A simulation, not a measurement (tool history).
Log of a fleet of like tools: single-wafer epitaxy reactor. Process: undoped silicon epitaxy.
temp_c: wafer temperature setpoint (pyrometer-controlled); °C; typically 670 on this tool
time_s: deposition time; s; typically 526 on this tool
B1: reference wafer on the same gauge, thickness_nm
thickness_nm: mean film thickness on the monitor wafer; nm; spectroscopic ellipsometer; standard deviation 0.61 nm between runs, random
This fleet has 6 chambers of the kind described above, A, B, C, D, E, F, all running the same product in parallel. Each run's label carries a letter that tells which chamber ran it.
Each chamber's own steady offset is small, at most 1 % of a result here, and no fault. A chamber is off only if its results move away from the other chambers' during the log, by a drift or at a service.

{"run": "1E", "day": 0.212, "temp_c": 670, "time_s": 526, "B1": 139.01, "thickness_nm": 134.83}
{"run": "2D", "day": 0.512, "temp_c": 670, "time_s": 526, "B1": 139.1, "thickness_nm": 137.01}
{"run": "3F", "day": 0.788, "temp_c": 670, "time_s": 526, "B1": 138.95, "thickness_nm": 135.52}
{"run": "4B", "day": 1.162, "temp_c": 670, "time_s": 526, "B1": 138.93, "thickness_nm": 136.43}
{"run": "5A", "day": 1.55, "temp_c": 670, "time_s": 526, "B1": 138.91, "thickness_nm": 135.35}
{"run": "6C", "day": 1.796, "temp_c": 670, "time_s": 526, "B1": 139.07, "thickness_nm": 135.64}
{"run": "7D", "day": 2.179, "temp_c": 670, "time_s": 526, "B1": 139.07, "thickness_nm": 135.8}
{"run": "8E", "day": 2.383, "temp_c": 670, "time_s": 526, "B1": 139.04, "thickness_nm": 137.21}
{"run": "9A", "day": 2.583, "temp_c": 670, "time_s": 596, "B1": 139.07, "thickness_nm": 153.47}
{"run": "10B", "day": 2.858, "temp_c": 670, "time_s": 596, "B1": 139.14, "thickness_nm": 154.1}
{"run": "11F", "day": 3.179, "temp_c": 670, "time_s": 596, "B1": 139.24, "thickness_nm": 153.39}
{"run": "12C", "day": 3.358, "temp_c": 670, "time_s": 596, "B1": 139.02, "thickness_nm": 155.09}
{"run": "13B", "day": 3.642, "temp_c": 670, "time_s": 596, "B1": 138.96, "thickness_nm": 153.29}
{"run": "14A", "day": 3.917, "temp_c": 670, "time_s": 596, "B1": 139.06, "thickness_nm": 153.07}
{"run": "15F", "day": 4.096, "temp_c": 670, "time_s": 526, "B1": 138.96, "thickness_nm": 134.49}
{"run": "16D", "day": 4.279, "temp_c": 670, "time_s": 526, "B1": 139.03, "thickness_nm": 136.04}
{"run": "17C", "day": 4.667, "temp_c": 670, "time_s": 526, "B1": 138.84, "thickness_nm": 137.07}
{"run": "18E", "day": 4.858, "temp_c": 670, "time_s": 526, "B1": 139.09, "thickness_nm": 135.6}
{"day": 5.012, "done": "chamber F: pyrometer calibrated"}
{"run": "19C", "day": 5.117, "temp_c": 670, "time_s": 526, "B1": 138.97, "thickness_nm": 136.58}
{"run": "20F", "day": 5.383, "temp_c": 670, "time_s": 526, "B1": 138.85, "thickness_nm": 134.93}
{"run": "21B", "day": 5.579, "temp_c": 670, "time_s": 526, "B1": 139.05, "thickness_nm": 134.19}
{"run": "22D", "day": 5.85, "temp_c": 670, "time_s": 526, "B1": 139.0, "thickness_nm": 135.72}
{"run": "23E", "day": 6.062, "temp_c": 670, "time_s": 526, "B1": 139.1, "thickness_nm": 136.27}
{"run": "24A", "day": 6.267, "temp_c": 670, "time_s": 526, "B1": 139.11, "thickness_nm": 135.35}
{"run": "25E", "day": 6.529, "temp_c": 670, "time_s": 526, "B1": 139.06, "thickness_nm": 135.55}
{"run": "26F", "day": 6.808, "temp_c": 661, "time_s": 557, "B1": 138.91, "thickness_nm": 117.72}
{"run": "27C", "day": 7.071, "temp_c": 661, "time_s": 557, "B1": 138.78, "thickness_nm": 118.6}
{"run": "28A", "day": 7.408, "temp_c": 661, "time_s": 557, "B1": 138.85, "thickness_nm": 119.07}
{"run": "29B", "day": 7.721, "temp_c": 661, "time_s": 557, "B1": 138.93, "thickness_nm": 118.78}
{"run": "30D", "day": 7.954, "temp_c": 661, "time_s": 557, "B1": 139.14, "thickness_nm": 119.03}
{"run": "31D", "day": 8.154, "temp_c": 661, "time_s": 557, "B1": 139.02, "thickness_nm": 118.95}
{"day": 8.162, "done": "chamber A: pyrometer calibrated"}
{"run": "32F", "day": 8.371, "temp_c": 670, "time_s": 526, "B1": 138.96, "thickness_nm": 134.29}
{"run": "33B", "day": 8.671, "temp_c": 670, "time_s": 526, "B1": 138.98, "thickness_nm": 135.85}
{"run": "34A", "day": 9.012, "temp_c": 670, "time_s": 526, "B1": 139.1, "thickness_nm": 135.01}
{"run": "35C", "day": 9.375, "temp_c": 670, "time_s": 526, "B1": 139.11, "thickness_nm": 135.29}
{"run": "36E", "day": 9.629, "temp_c": 670, "time_s": 526, "B1": 139.18, "thickness_nm": 136.43}
{"run": "37B", "day": 9.808, "temp_c": 670, "time_s": 526, "B1": 138.92, "thickness_nm": 136.36}
{"run": "38C", "day": 10.029, "temp_c": 670, "time_s": 526, "B1": 139.0, "thickness_nm": 135.45}
{"day": 10.329, "done": "chamber E: pyrometer calibrated"}
{"run": "39D", "day": 10.354, "temp_c": 670, "time_s": 423, "B1": 138.84, "thickness_nm": 109.38}
{"run": "40E", "day": 10.712, "temp_c": 670, "time_s": 423, "B1": 138.87, "thickness_nm": 109.41}
{"run": "41A", "day": 10.946, "temp_c": 670, "time_s": 423, "B1": 139.11, "thickness_nm": 108.78}
{"run": "42F", "day": 11.204, "temp_c": 670, "time_s": 423, "B1": 139.1, "thickness_nm": 108.58}

Does one chamber stand apart from the rest, does the shared gauge drift, or is all well apart from small per-chamber offsets? Give the chamber and the most likely cause, where there is one.

Beyond each chamber's small constant offset nothing stands out, and the gauge stays steady.
